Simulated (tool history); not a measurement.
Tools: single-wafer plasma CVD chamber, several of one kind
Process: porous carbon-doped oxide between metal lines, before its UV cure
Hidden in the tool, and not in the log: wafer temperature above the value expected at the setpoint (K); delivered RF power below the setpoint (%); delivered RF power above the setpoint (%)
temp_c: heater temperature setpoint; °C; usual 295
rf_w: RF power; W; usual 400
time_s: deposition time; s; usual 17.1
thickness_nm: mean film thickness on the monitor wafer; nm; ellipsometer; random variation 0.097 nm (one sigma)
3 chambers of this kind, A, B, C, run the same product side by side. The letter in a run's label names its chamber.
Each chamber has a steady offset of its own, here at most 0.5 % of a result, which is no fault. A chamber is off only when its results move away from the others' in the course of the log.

| run | day | temp_c | rf_w | time_s | hours since the last thermocouple change | hours since the last RF generator calibration | read-back reference wafer on the same gauge, thickness_nm | thickness_nm |
|---|---|---|---|---|---|---|---|---|
| 1B | 0.592 | 295 | 400 | 17.1 | 920.8 | 1698.3 | 83.189 | 82.189 |
| 2C | 1.062 | 295 | 400 | 17.1 | 263.6 | 679.2 | 83.158 | 82.186 |
| 3A | 1.592 | 295 | 400 | 17.1 | 575.3 | 64.0 | 83.158 | 82.425 |
| 4A | 1.875 | 295 | 400 | 17.1 | 582.1 | 70.8 | 83.164 | 82.449 |
| 5C | 2.425 | 295 | 400 | 17.1 | 296.3 | 711.9 | 83.120 | 82.260 |
|  | 2.508 | chamber B: RF generator calibrated |
| 6B | 3.025 | 295 | 400 | 17.1 | 979.2 | 12.5 | 83.115 | 82.198 |
| 7A | 3.400 | 295 | 400 | 17.1 | 618.7 | 107.4 | 83.122 | 82.309 |
| 8B | 3.833 | 295 | 400 | 17.1 | 998.6 | 31.9 | 83.102 | 82.114 |
| 9C | 4.212 | 295 | 400 | 17.1 | 339.2 | 754.8 | 83.091 | 82.023 |
| 10A | 4.821 | 295 | 400 | 17.1 | 652.8 | 141.5 | 83.060 | 82.353 |
|  | 5.217 | chamber B: thermocouple changed; heater temperature recalibrated |
| 11C | 5.412 | 295 | 400 | 17.1 | 368.0 | 783.6 | 83.062 | 82.154 |
| 12B | 5.688 | 295 | 400 | 17.1 | 11.3 | 76.4 | 83.076 | 82.143 |
|  | 5.950 | chamber C: RF generator calibrated |
| 13B | 5.975 | 295 | 400 | 17.1 | 18.2 | 83.3 | 83.073 | 82.144 |
| 14A | 6.392 | 295 | 400 | 17.1 | 690.5 | 179.2 | 83.037 | 82.459 |
| 15C | 6.962 | 295 | 400 | 17.1 | 405.2 | 24.4 | 83.003 | 82.211 |
| 16B | 7.250 | 295 | 400 | 17.1 | 48.8 | 113.9 | 83.013 | 82.147 |
| 17A | 7.825 | 295 | 455 | 17.1 | 724.9 | 213.6 | 83.017 | 90.916 |
| 18C | 8.208 | 295 | 455 | 17.1 | 435.1 | 54.3 | 82.981 | 90.567 |
| 19B | 8.600 | 295 | 455 | 17.1 | 81.2 | 146.3 | 82.976 | 90.747 |
| 20A | 9.004 | 295 | 400 | 17.1 | 753.2 | 241.9 | 82.961 | 82.389 |
| 21C | 9.454 | 295 | 400 | 17.1 | 465.0 | 84.2 | 82.970 | 82.296 |
| 22A | 9.804 | 295 | 400 | 17.1 | 772.4 | 261.1 | 82.966 | 82.188 |
| 23C | 10.212 | 295 | 400 | 17.1 | 483.2 | 102.4 | 82.936 | 82.254 |
| 24B | 10.638 | 295 | 400 | 17.1 | 130.1 | 195.2 | 82.927 | 81.974 |
| 25C | 10.925 | 287 | 400 | 15.6 | 500.3 | 119.5 | 82.903 | 79.015 |
| 26B | 11.371 | 287 | 400 | 15.6 | 147.7 | 212.8 | 82.911 | 78.675 |
| 27A | 11.875 | 287 | 400 | 15.6 | 822.1 | 310.8 | 82.895 | 78.936 |
| 28A | 12.321 | 295 | 400 | 17.1 | 832.8 | 321.5 | 82.896 | 82.114 |
| 29B | 12.867 | 285 | 365 | 17.1 | 183.6 | 248.7 | 82.895 | 81.114 |
| 30C | 13.400 | 285 | 365 | 17.1 | 559.7 | 178.9 | 82.861 | 81.371 |
| 31C | 13.954 | 285 | 365 | 17.1 | 573.0 | 192.2 | 82.861 | 81.240 |
| 32A | 14.412 | 295 | 400 | 17.1 | 883.0 | 371.7 | 82.849 | 81.974 |
| 33B | 14.854 | 295 | 400 | 17.1 | 231.3 | 296.4 | 82.822 | 81.733 |
| 34C | 15.171 | 295 | 400 | 17.1 | 602.2 | 221.4 | 82.814 | 82.024 |
| 35B | 15.438 | 295 | 400 | 17.1 | 245.3 | 310.4 | 82.827 | 82.006 |

Is one chamber off against the others, does the gauge drift, or is nothing wrong? If a chamber is off, say which, and what the likeliest cause is.

The gauge drifts, so all chambers seem to drift together. No chamber is off.
Cause: gauge reads low (%) = 0.484.
